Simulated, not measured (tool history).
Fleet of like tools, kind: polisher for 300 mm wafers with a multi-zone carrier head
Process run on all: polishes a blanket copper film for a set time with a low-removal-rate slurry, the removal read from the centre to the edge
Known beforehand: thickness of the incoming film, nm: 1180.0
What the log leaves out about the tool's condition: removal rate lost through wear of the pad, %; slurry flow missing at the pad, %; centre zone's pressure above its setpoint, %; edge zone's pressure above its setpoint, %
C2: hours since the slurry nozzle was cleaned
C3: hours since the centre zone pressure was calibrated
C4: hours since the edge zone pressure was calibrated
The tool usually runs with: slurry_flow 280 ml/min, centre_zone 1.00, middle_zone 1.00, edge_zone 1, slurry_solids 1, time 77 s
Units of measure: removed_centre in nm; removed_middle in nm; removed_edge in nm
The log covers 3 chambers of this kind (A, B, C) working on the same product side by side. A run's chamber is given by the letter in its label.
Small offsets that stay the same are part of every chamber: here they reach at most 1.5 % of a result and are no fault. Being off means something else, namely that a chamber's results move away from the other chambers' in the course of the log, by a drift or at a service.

At day 0.008: chamber C: worn pad replaced by a new one.
Run 1B, day 0.117: usual settings; wafers polished on this pad 1335; C2 428.2; C3 511.3; C4 1018.2. Result: removed_centre 316.57 nm, removed_middle 319.92 nm, removed_edge 315.90 nm.
Run 2C, day 0.229: usual settings; wafers polished on this pad 71; C2 350.7; C3 535.3; C4 615.0. Result: removed_centre 321.53 nm, removed_middle 318.43 nm, removed_edge 324.29 nm.
Run 3A, day 0.317: usual settings; wafers polished on this pad 567; C2 257.4; C3 689.0; C4 285.1. Result: removed_centre 316.72 nm, removed_middle 319.20 nm, removed_edge 317.40 nm.
Run 4B, day 0.429: usual settings; wafers polished on this pad 1435; C2 435.7; C3 518.8; C4 1025.7. Result: removed_centre 321.89 nm, removed_middle 323.62 nm, removed_edge 318.86 nm.
Run 5A, day 0.525: usual settings; wafers polished on this pad 634; C2 262.4; C3 694.0; C4 290.1. Result: removed_centre 318.51 nm, removed_middle 315.91 nm, removed_edge 321.01 nm.
Run 6C, day 0.679: usual settings; wafers polished on this pad 216; C2 361.5; C3 546.1; C4 625.8. Result: removed_centre 323.78 nm, removed_middle 322.92 nm, removed_edge 313.38 nm.
At day 0.688: chamber B: worn pad replaced by a new one.
Run 7C, day 0.821: usual settings; wafers polished on this pad 262; C2 364.9; C3 549.5; C4 629.2. Result: removed_centre 320.77 nm, removed_middle 318.78 nm, removed_edge 318.52 nm.
Run 8B, day 0.979: usual settings; wafers polished on this pad 93; C2 448.9; C3 532.0; C4 1038.9. Result: removed_centre 319.07 nm, removed_middle 317.27 nm, removed_edge 321.27 nm.
Run 9A, day 1.133: usual settings; wafers polished on this pad 829; C2 277.0; C3 708.6; C4 304.7. Result: removed_centre 321.24 nm, removed_middle 320.97 nm, removed_edge 327.33 nm.
Run 10C, day 1.275: usual settings; wafers polished on this pad 408; C2 375.8; C3 560.4; C4 640.1. Result: removed_centre 317.58 nm, removed_middle 312.84 nm, removed_edge 315.02 nm.
Run 11B, day 1.404: usual settings; wafers polished on this pad 230; C2 459.1; C3 542.2; C4 1049.1. Result: removed_centre 323.43 nm, removed_middle 321.09 nm, removed_edge 320.66 nm.
Run 12A, day 1.521: usual settings but time 102 s; wafers polished on this pad 954; C2 286.3; C3 717.9; C4 314.0. Result: removed_centre 427.55 nm, removed_middle 427.29 nm, removed_edge 432.59 nm.
Run 13A, day 1.608: usual settings but time 102 s; wafers polished on this pad 982; C2 288.4; C3 720.0; C4 316.1. Result: removed_centre 426.83 nm, removed_middle 424.95 nm, removed_edge 419.00 nm.
At day 1.633: chamber A: worn pad replaced by a new one.
Run 14B, day 1.754: usual settings but time 102 s; wafers polished on this pad 343; C2 467.5; C3 550.6; C4 1057.5. Result: removed_centre 424.96 nm, removed_middle 425.29 nm, removed_edge 421.77 nm.
Run 15C, day 1.896: usual settings but centre_zone 1.09, time 94 s; wafers polished on this pad 607; C2 390.7; C3 575.3; C4 655.0. Result: removed_centre 428.03 nm, removed_middle 388.72 nm, removed_edge 387.61 nm.
At day 1.962: chamber C: centre zone pressure recalibrated.
Run 16C, day 2.067: usual settings but centre_zone 1.09, time 94 s; wafers polished on this pad 662; C2 394.8; C3 2.6; C4 659.1. Result: removed_centre 476.96 nm, removed_middle 380.71 nm, removed_edge 384.86 nm.
Run 17B, day 2.262: usual settings but centre_zone 1.09, time 94 s; wafers polished on this pad 506; C2 479.7; C3 562.8; C4 1069.7. Result: removed_centre 432.07 nm, removed_middle 389.09 nm, removed_edge 387.02 nm.
Run 18A, day 2.367: usual settings; wafers polished on this pad 235; C2 306.6; C3 738.2; C4 334.3. Result: removed_centre 322.69 nm, removed_middle 326.14 nm, removed_edge 327.40 nm.
Run 19A, day 2.529: usual settings but middle_zone 1.05; wafers polished on this pad 288; C2 310.5; C3 742.1; C4 338.2. Result: removed_centre 318.33 nm, removed_middle 335.42 nm, removed_edge 324.68 nm.
Run 20B, day 2.683: usual settings but middle_zone 1.05; wafers polished on this pad 641; C2 489.8; C3 572.9; C4 1079.8. Result: removed_centre 317.15 nm, removed_middle 338.28 nm, removed_edge 317.70 nm.
Run 21C, day 2.825: usual settings but middle_zone 1.05; wafers polished on this pad 906; C2 413.0; C3 20.8; C4 677.3. Result: removed_centre 354.24 nm, removed_middle 334.49 nm, removed_edge 318.72 nm.
Run 22C, day 2.996: usual settings but middle_zone 1.06; wafers polished on this pad 961; C2 417.1; C3 24.9; C4 681.4. Result: removed_centre 356.37 nm, removed_middle 334.81 nm, removed_edge 325.23 nm.
Run 23A, day 3.092: usual settings but middle_zone 1.06; wafers polished on this pad 468; C2 324.0; C3 755.6; C4 351.7. Result: removed_centre 317.74 nm, removed_middle 334.49 nm, removed_edge 327.11 nm.
Run 24B, day 3.271: usual settings but middle_zone 1.06; wafers polished on this pad 830; C2 503.9; C3 587.0; C4 1093.9. Result: removed_centre 318.99 nm, removed_middle 344.06 nm, removed_edge 313.34 nm.
Run 25C, day 3.412: usual settings; wafers polished on this pad 1095; C2 427.1; C3 34.9; C4 691.4. Result: removed_centre 356.55 nm, removed_middle 313.52 nm, removed_edge 313.72 nm.
Run 26A, day 3.558: usual settings; wafers polished on this pad 619; C2 335.2; C3 766.8; C4 362.9. Result: removed_centre 321.63 nm, removed_middle 323.64 nm, removed_edge 325.39 nm.
Run 27B, day 3.725: usual settings; wafers polished on this pad 976; C2 514.8; C3 597.9; C4 1104.8. Result: removed_centre 323.30 nm, removed_middle 316.56 nm, removed_edge 323.15 nm.
At day 3.825: chamber B: centre zone pressure recalibrated.
Run 28B, day 3.842: usual settings; wafers polished on this pad 1014; C2 517.6; C3 0.5; C4 1107.6. Result: removed_centre 319.16 nm, removed_middle 321.61 nm, removed_edge 320.46 nm.
Run 29C, day 3.958: usual settings; wafers polished on this pad 1270; C2 440.2; C3 48.0; C4 704.5. Result: removed_centre 346.72 nm, removed_middle 320.70 nm, removed_edge 313.22 nm.
Run 30A, day 4.150: usual settings; wafers polished on this pad 809; C2 349.4; C3 781.0; C4 377.1. Result: removed_centre 319.09 nm, removed_middle 317.79 nm, removed_edge 323.57 nm.
Run 31C, day 4.275: usual settings; wafers polished on this pad 1372; C2 447.8; C3 55.6; C4 712.1. Result: removed_centre 353.70 nm, removed_middle 313.20 nm, removed_edge 316.25 nm.
Run 32A, day 4.404: usual settings; wafers polished on this pad 890; C2 355.5; C3 787.1; C4 383.2. Result: removed_centre 321.39 nm, removed_middle 322.53 nm, removed_edge 328.68 nm.
At day 4.567: chamber C: worn pad replaced by a new one.
Run 33B, day 4.571: usual settings; wafers polished on this pad 1248; C2 535.1; C3 18.0; C4 1125.1. Result: removed_centre 318.26 nm, removed_middle 327.18 nm, removed_edge 320.87 nm.
At day 4.642: chamber B: worn pad replaced by a new one.
Run 34A, day 4.750: usual settings; wafers polished on this pad 1002; C2 363.8; C3 795.4; C4 391.5. Result: removed_centre 316.16 nm, removed_middle 312.93 nm, removed_edge 327.62 nm.
Run 35B, day 4.854: usual settings; wafers polished on this pad 69; C2 541.9; C3 24.8; C4 1131.9. Result: removed_centre 322.84 nm, removed_middle 317.68 nm, removed_edge 317.47 nm.
At day 4.950: chamber A: slurry nozzle cleaned.
At day 4.971: chamber A: worn pad replaced by a new one.
Run 36C, day 5.012: usual settings; wafers polished on this pad 143; C2 465.5; C3 73.3; C4 729.8. Result: removed_centre 352.63 nm, removed_middle 319.16 nm, removed_edge 315.67 nm.
Run 37B, day 5.112: usual settings; wafers polished on this pad 152; C2 548.1; C3 31.0; C4 1138.1. Result: removed_centre 318.75 nm, removed_middle 328.70 nm, removed_edge 315.28 nm.
Run 38A, day 5.212: usual settings; wafers polished on this pad 77; C2 6.4; C3 806.5; C4 402.6. Result: removed_centre 318.96 nm, removed_middle 318.91 nm, removed_edge 319.42 nm.
Run 39C, day 5.388: usual settings; wafers polished on this pad 264; C2 474.5; C3 82.3; C4 738.8. Result: removed_centre 355.73 nm, removed_middle 314.07 nm, removed_edge 317.55 nm.
Run 40A, day 5.554: usual settings; wafers polished on this pad 187; C2 14.6; C3 814.7; C4 410.8. Result: removed_centre 322.24 nm, removed_middle 315.28 nm, removed_edge 323.33 nm.
Run 41C, day 5.658: usual settings; wafers polished on this pad 351; C2 481.0; C3 88.8; C4 745.3. Result: removed_centre 352.80 nm, removed_middle 313.68 nm, removed_edge 314.01 nm.
Run 42B, day 5.838: usual settings; wafers polished on this pad 385; C2 565.5; C3 48.4; C4 1155.5. Result: removed_centre 322.43 nm, removed_middle 319.14 nm, removed_edge 319.64 nm.
Run 43B, day 5.971: usual settings; wafers polished on this pad 428; C2 568.7; C3 51.6; C4 1158.7. Result: removed_centre 321.98 nm, removed_middle 318.38 nm, removed_edge 327.43 nm.
Run 44C, day 6.104: usual settings; wafers polished on this pad 494; C2 491.7; C3 99.5; C4 756.0. Result: removed_centre 355.01 nm, removed_middle 322.15 nm, removed_edge 320.32 nm.

Predict what each chamber gives when all 3 of them run the settings below next.
Run 45A, day 6.246: usual settings. Result: removed_centre ?, removed_middle ?, removed_edge ?.
Run 45B, day 6.246: usual settings. Result: removed_centre ?, removed_middle ?, removed_edge ?.
Run 45C, day 6.246: usual settings. Result: removed_centre ?, removed_middle ?, removed_edge ?.

run  removed_centre  removed_middle  removed_edge
45A          322.60          323.16        318.84
45B          326.57          329.44        323.51
45C          355.40          319.91        323.66
